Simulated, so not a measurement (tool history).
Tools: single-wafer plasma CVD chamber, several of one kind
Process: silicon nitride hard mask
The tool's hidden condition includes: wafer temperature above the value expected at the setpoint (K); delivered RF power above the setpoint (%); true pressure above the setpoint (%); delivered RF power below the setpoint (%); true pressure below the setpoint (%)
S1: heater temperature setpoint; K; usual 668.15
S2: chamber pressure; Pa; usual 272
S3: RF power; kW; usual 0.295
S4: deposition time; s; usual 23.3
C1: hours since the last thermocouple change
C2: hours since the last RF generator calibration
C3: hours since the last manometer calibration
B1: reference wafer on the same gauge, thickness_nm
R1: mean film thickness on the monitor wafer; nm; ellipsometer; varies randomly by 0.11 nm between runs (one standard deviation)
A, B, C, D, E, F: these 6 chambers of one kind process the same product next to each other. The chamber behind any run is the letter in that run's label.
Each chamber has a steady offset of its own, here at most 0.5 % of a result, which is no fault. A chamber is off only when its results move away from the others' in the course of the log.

| run | hour | S1 | S2 | S3 | S4 | C1 | C2 | C3 | B1 | R1 |
|---|---|---|---|---|---|---|---|---|---|---|
| 1F | 2.9 | 668.15 | 272 | 0.295 | 23.3 | 1327.5 | 83.1 | 2181.5 | 30.719 | 28.345 |
| 2D | 7.3 | 668.15 | 272 | 0.295 | 23.3 | 132.3 | 92 | 67.7 | 30.702 | 28.528 |
| 3E | 11.4 | 668.15 | 272 | 0.295 | 23.3 | 616.8 | 234 | 600.2 | 30.689 | 28.475 |
| 4A | 17.2 | 668.15 | 272 | 0.295 | 23.3 | 1067.2 | 820.8 | 2016 | 30.693 | 28.559 |
| 5B | 22.9 | 668.15 | 272 | 0.295 | 23.3 | 1129.7 | 231.2 | 417.3 | 30.691 | 28.423 |
| 6C | 28.4 | 668.15 | 272 | 0.295 | 23.3 | 1119.5 | 1024.7 | 461.6 | 30.694 | 28.44 |
| 7E | 31.7 | 668.15 | 272 | 0.295 | 23.3 | 637.1 | 254.3 | 620.5 | 30.702 | 28.746 |
| 8F | 37.2 | 668.15 | 272 | 0.295 | 23.3 | 1361.8 | 117.4 | 2215.8 | 30.727 | 28.297 |
| 9D | 43 | 668.15 | 272 | 0.295 | 23.3 | 168 | 127.7 | 103.4 | 30.729 | 28.481 |
| 10B | 49.4 | 668.15 | 272 | 0.295 | 23.3 | 1156.2 | 257.7 | 443.8 | 30.705 | 28.295 |
| 11A | 54.9 | 668.15 | 272 | 0.295 | 23.3 | 1104.9 | 858.5 | 2053.7 | 30.688 | 28.348 |
| 12C | 61.4 | 674.15 | 272 | 0.295 | 21.4 | 1152.5 | 1057.7 | 494.6 | 30.671 | 26.25 |
| 13A | 64.6 | 674.15 | 272 | 0.295 | 21.4 | 1114.6 | 868.2 | 2063.4 | 30.712 | 26.023 |
| 14C | 71.1 | 674.15 | 272 | 0.295 | 21.4 | 1162.2 | 1067.4 | 504.3 | 30.704 | 26.023 |
| 15E | 76.7 | 674.15 | 272 | 0.295 | 21.4 | 682.1 | 299.3 | 665.5 | 30.705 | 25.998 |
| 16F | 80.3 | 674.15 | 272 | 0.295 | 21.4 | 1404.9 | 160.5 | 2258.9 | 30.7 | 26.063 |
| 17D | 86.1 | 674.15 | 272 | 0.295 | 21.4 | 211.1 | 170.8 | 146.5 | 30.703 | 26.205 |
| 18B | 89.1 | 668.15 | 272 | 0.295 | 23.3 | 1195.9 | 297.4 | 483.5 | 30.677 | 28.602 |
| 19C | 95.1 | 668.15 | 272 | 0.295 | 23.3 | 1186.2 | 1091.4 | 528.3 | 30.719 | 27.935 |
| 20A | 99.5 | 668.15 | 272 | 0.295 | 23.3 | 1149.5 | 903.1 | 2098.3 | 30.721 | 28.392 |
| 21B | 103.3 | 668.15 | 272 | 0.295 | 23.3 | 1210.1 | 311.6 | 497.7 | 30.702 | 28.37 |
| 22D | 109.8 | 668.15 | 272 | 0.295 | 23.3 | 234.8 | 194.5 | 170.2 | 30.696 | 28.497 |
| 23E | 116 | 668.15 | 272 | 0.295 | 23.3 | 721.4 | 338.6 | 704.8 | 30.728 | 28.429 |
| 24F | 121 | 668.15 | 272 | 0.295 | 23.3 | 1445.6 | 201.2 | 2299.6 | 30.697 | 28.549 |
| 25E | 126 | 658.15 | 272 | 0.335 | 23.3 | 731.4 | 348.6 | 714.8 | 30.702 | 31.206 |
| 26A | 129 | 658.15 | 272 | 0.335 | 23.3 | 1179 | 932.6 | 2127.8 | 30.72 | 31.185 |
| 27C | 134 | 658.15 | 272 | 0.335 | 23.3 | 1225.1 | 1130.3 | 567.2 | 30.687 | 30.326 |
| 28B | 139.6 | 658.15 | 272 | 0.335 | 23.3 | 1246.4 | 347.9 | 534 | 30.701 | 30.844 |
| 29D | 143.1 | 658.15 | 272 | 0.335 | 23.3 | 268.1 | 227.8 | 203.5 | 30.709 | 31.335 |
| 30F | 146.7 | 658.15 | 272 | 0.335 | 23.3 | 1471.3 | 226.9 | 2325.3 | 30.684 | 30.861 |
| 31D | 149.8 | 668.15 | 272 | 0.295 | 23.3 | 274.8 | 234.5 | 210.2 | 30.703 | 28.648 |
| 32F | 153.6 | 668.15 | 272 | 0.295 | 23.3 | 1478.2 | 233.8 | 2332.2 | 30.681 | 28.419 |
| 33E | 158.1 | 668.15 | 272 | 0.295 | 23.3 | 763.5 | 380.7 | 746.9 | 30.693 | 28.55 |
| 34C | 162.6 | 668.15 | 233 | 0.295 | 25.1 | 1253.7 | 1158.9 | 595.8 | 30.692 | 28.34 |
| 35B | 165.8 | 668.15 | 233 | 0.295 | 25.1 | 1272.6 | 374.1 | 560.2 | 30.717 | 29.293 |
| 36A | 168.8 | 668.15 | 233 | 0.295 | 25.1 | 1218.8 | 972.4 | 2167.6 | 30.707 | 29.369 |
| 37C | 172.7 | 668.15 | 233 | 0.295 | 25.1 | 1263.8 | 1169 | 605.9 | 30.717 | 28.217 |
| 38B | 175.8 | 668.15 | 233 | 0.295 | 25.1 | 1282.6 | 384.1 | 570.2 | 30.68 | 29.271 |
| 39A | 179.1 | 668.15 | 233 | 0.295 | 25.1 | 1229.1 | 982.7 | 2177.9 | 30.689 | 29.604 |
| 40D | 184.2 | 668.15 | 272 | 0.295 | 23.3 | 309.2 | 268.9 | 244.6 | 30.694 | 28.471 |

Has any chamber moved away from the others, gradually or after a service, or does the common gauge drift, or do the chambers differ only by their own small steady offsets? State the chamber and the most likely cause if one applies.

Chamber C drifts away from the others.
Cause: delivered RF power below the setpoint (%) = 7.55.

Chamber C could run next with any of the 4 candidate recipes listed below; each alters the usual settings, and their results appear as question marks. Which one brings its results back in line with what the other chambers deliver on the usual settings?
In line here means within this much of the mean the other chambers give on the usual settings: R1 0.39 nm
| 41C-1 | 188.9 | 668.15 | 281 | 0.315 | 23.3 |  |  |  |  | ? |
| 41C-2 | 188.9 | 668.15 | 271 | 0.295 | 23 |  |  |  |  | ? |
| 41C-3 | 188.9 | 668.15 | 291 | 0.295 | 23.3 |  |  |  |  | ? |
| 41C-4 | 188.9 | 668.15 | 272 | 0.275 | 23.3 |  |  |  |  | ? |

On the usual settings, the other chambers give on average: R1 28.469 nm
| run | R1 |
|---|---|
| 41C-1 | 28.59 |
| 41C-2 | 26.751 |
| 41C-3 | 27.605 |
| 41C-4 | 25.854 |
The answer is 41C-1, which returns the chamber to within the allowed miss of the others.
